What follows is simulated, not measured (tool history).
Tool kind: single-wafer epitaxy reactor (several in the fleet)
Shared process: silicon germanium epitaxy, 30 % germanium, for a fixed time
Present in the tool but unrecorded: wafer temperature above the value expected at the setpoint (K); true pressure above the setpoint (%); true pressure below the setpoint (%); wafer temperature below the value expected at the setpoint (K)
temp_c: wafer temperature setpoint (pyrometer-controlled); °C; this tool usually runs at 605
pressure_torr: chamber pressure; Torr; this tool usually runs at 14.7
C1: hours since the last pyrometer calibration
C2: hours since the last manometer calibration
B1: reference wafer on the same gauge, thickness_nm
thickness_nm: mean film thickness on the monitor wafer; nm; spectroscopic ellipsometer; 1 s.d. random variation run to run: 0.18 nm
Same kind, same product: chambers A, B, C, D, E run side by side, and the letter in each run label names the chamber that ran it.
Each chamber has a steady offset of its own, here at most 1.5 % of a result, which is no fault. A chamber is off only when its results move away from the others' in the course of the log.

run 1C hour=8.1 | temp_c=605 pressure_torr=14.7 | C1=966.2 C2=252.9 | B1=60.258 | thickness_nm=57.049
run 2B hour=12.5 | temp_c=605 pressure_torr=14.7 | C1=125.0 C2=1822.6 | B1=60.275 | thickness_nm=57.385
run 3A hour=17.5 | temp_c=605 pressure_torr=14.7 | C1=1801.9 C2=873.1 | B1=60.309 | thickness_nm=57.466
run 4D hour=22.1 | temp_c=605 pressure_torr=14.7 | C1=1768.4 C2=1016.1 | B1=60.305 | thickness_nm=56.735
run 5E hour=26.0 | temp_c=605 pressure_torr=13.0 | C1=1865.7 C2=1639.8 | B1=60.285 | thickness_nm=53.636
run 6E hour=34.6 | temp_c=605 pressure_torr=13.0 | C1=1874.3 C2=1648.4 | B1=60.260 | thickness_nm=54.045
run 7C hour=42.9 | temp_c=605 pressure_torr=13.0 | C1=1001.0 C2=287.7 | B1=60.317 | thickness_nm=54.096
run 8B hour=47.8 | temp_c=605 pressure_torr=13.0 | C1=160.3 C2=1857.9 | B1=60.278 | thickness_nm=54.658
run 9D hour=53.3 | temp_c=605 pressure_torr=13.0 | C1=1799.6 C2=1047.3 | B1=60.363 | thickness_nm=54.308
run 10A hour=60.3 | temp_c=615 pressure_torr=14.7 | C1=1844.7 C2=915.9 | B1=60.269 | thickness_nm=68.755
run 11B hour=66.4 | temp_c=615 pressure_torr=14.7 | C1=178.9 C2=1876.5 | B1=60.310 | thickness_nm=68.192
run 12C hour=74.7 | temp_c=615 pressure_torr=14.7 | C1=1032.8 C2=319.5 | B1=60.311 | thickness_nm=67.863
run 13D hour=81.0 | temp_c=615 pressure_torr=14.7 | C1=1827.3 C2=1075.0 | B1=60.337 | thickness_nm=67.247
run 14A hour=88.5 | temp_c=615 pressure_torr=14.7 | C1=1872.9 C2=944.1 | B1=60.258 | thickness_nm=68.988
run 15E hour=92.7 | temp_c=605 pressure_torr=14.7 | C1=1932.4 C2=1706.5 | B1=60.306 | thickness_nm=56.618
run 16B hour=100.9 | temp_c=605 pressure_torr=14.7 | C1=213.4 C2=1911.0 | B1=60.289 | thickness_nm=57.076
run 17E hour=105.4 | temp_c=605 pressure_torr=14.7 | C1=1945.1 C2=1719.2 | B1=60.292 | thickness_nm=56.360
run 18D hour=112.1 | temp_c=605 pressure_torr=14.7 | C1=1858.4 C2=1106.1 | B1=60.338 | thickness_nm=56.487
run 19C hour=116.7 | temp_c=605 pressure_torr=14.7 | C1=1074.8 C2=361.5 | B1=60.315 | thickness_nm=56.833
run 20A hour=122.8 | temp_c=605 pressure_torr=14.7 | C1=1907.2 C2=978.4 | B1=60.311 | thickness_nm=57.567
run 21C hour=130.5 | temp_c=605 pressure_torr=14.7 | C1=1088.6 C2=375.3 | B1=60.324 | thickness_nm=57.092
run 22E hour=134.8 | temp_c=605 pressure_torr=13.2 | C1=1974.5 C2=1748.6 | B1=60.254 | thickness_nm=54.107
run 23A hour=143.6 | temp_c=605 pressure_torr=13.2 | C1=1928.0 C2=999.2 | B1=60.263 | thickness_nm=55.002
run 24B hour=148.4 | temp_c=605 pressure_torr=13.2 | C1=260.9 C2=1958.5 | B1=60.322 | thickness_nm=54.575
run 25D hour=156.2 | temp_c=605 pressure_torr=13.2 | C1=1902.5 C2=1150.2 | B1=60.271 | thickness_nm=53.587
run 26C hour=161.9 | temp_c=605 pressure_torr=13.2 | C1=1120.0 C2=406.7 | B1=60.310 | thickness_nm=54.543
run 27A hour=167.4 | temp_c=605 pressure_torr=14.7 | C1=1951.8 C2=1023.0 | B1=60.326 | thickness_nm=57.611
run 28B hour=173.0 | temp_c=605 pressure_torr=14.7 | C1=285.5 C2=1983.1 | B1=60.329 | thickness_nm=57.286
run 29E hour=181.4 | temp_c=605 pressure_torr=12.1 | C1=2021.1 C2=1795.2 | B1=60.338 | thickness_nm=52.434
run 30D hour=188.8 | temp_c=605 pressure_torr=12.1 | C1=1935.1 C2=1182.8 | B1=60.265 | thickness_nm=51.390
run 31E hour=195.9 | temp_c=605 pressure_torr=12.1 | C1=2035.6 C2=1809.7 | B1=60.319 | thickness_nm=52.141
run 32D hour=202.5 | temp_c=605 pressure_torr=12.1 | C1=1948.8 C2=1196.5 | B1=60.293 | thickness_nm=51.244
run 33B hour=207.8 | temp_c=605 pressure_torr=12.1 | C1=320.3 C2=2017.9 | B1=60.300 | thickness_nm=52.944
run 34A hour=216.6 | temp_c=605 pressure_torr=14.7 | C1=2001.0 C2=1072.2 | B1=60.276 | thickness_nm=57.606
run 35C hour=224.8 | temp_c=605 pressure_torr=14.7 | C1=1182.9 C2=469.6 | B1=60.316 | thickness_nm=56.643
run 36C hour=231.6 | temp_c=592 pressure_torr=18.3 | C1=1189.7 C2=476.4 | B1=60.325 | thickness_nm=49.065
run 37A hour=237.6 | temp_c=592 pressure_torr=18.3 | C1=2022.0 C2=1093.2 | B1=60.267 | thickness_nm=49.421

What goes on in this fleet: one chamber off, a drifting gauge, or nothing beyond the chambers' own small offsets? Name the chamber and the cause, if any.

One chamber, D, drifts off from the rest bit by bit.
Cause: wafer temperature below the value expected at the setpoint (K) = 1.84.
It could be hard to tell apart here from: true pressure below the setpoint (%).

Here are 4 candidates for chamber D's next run, each the usual settings with a change, their results left as question marks. Which one brings its results back in line with what the others give on the usual settings?
Counts as in line when no further than this from what the other chambers average on the usual settings: thickness_nm 0.640 nm
run 38D-1 hour=243.9 | temp_c=605 pressure_torr=15.2 | thickness_nm=?
run 38D-2 hour=243.9 | temp_c=605 pressure_torr=16.0 | thickness_nm=?
run 38D-3 hour=243.9 | temp_c=605 pressure_torr=14.2 | thickness_nm=?
run 38D-4 hour=243.9 | temp_c=603 pressure_torr=14.6 | thickness_nm=?

On the usual settings, the other chambers give on average: thickness_nm 57.090 nm
run=38D-1 thickness_nm=55.836
run=38D-2 thickness_nm=57.006
run=38D-3 thickness_nm=54.320
run=38D-4 thickness_nm=52.991
38D-2 brings the chamber back in line.
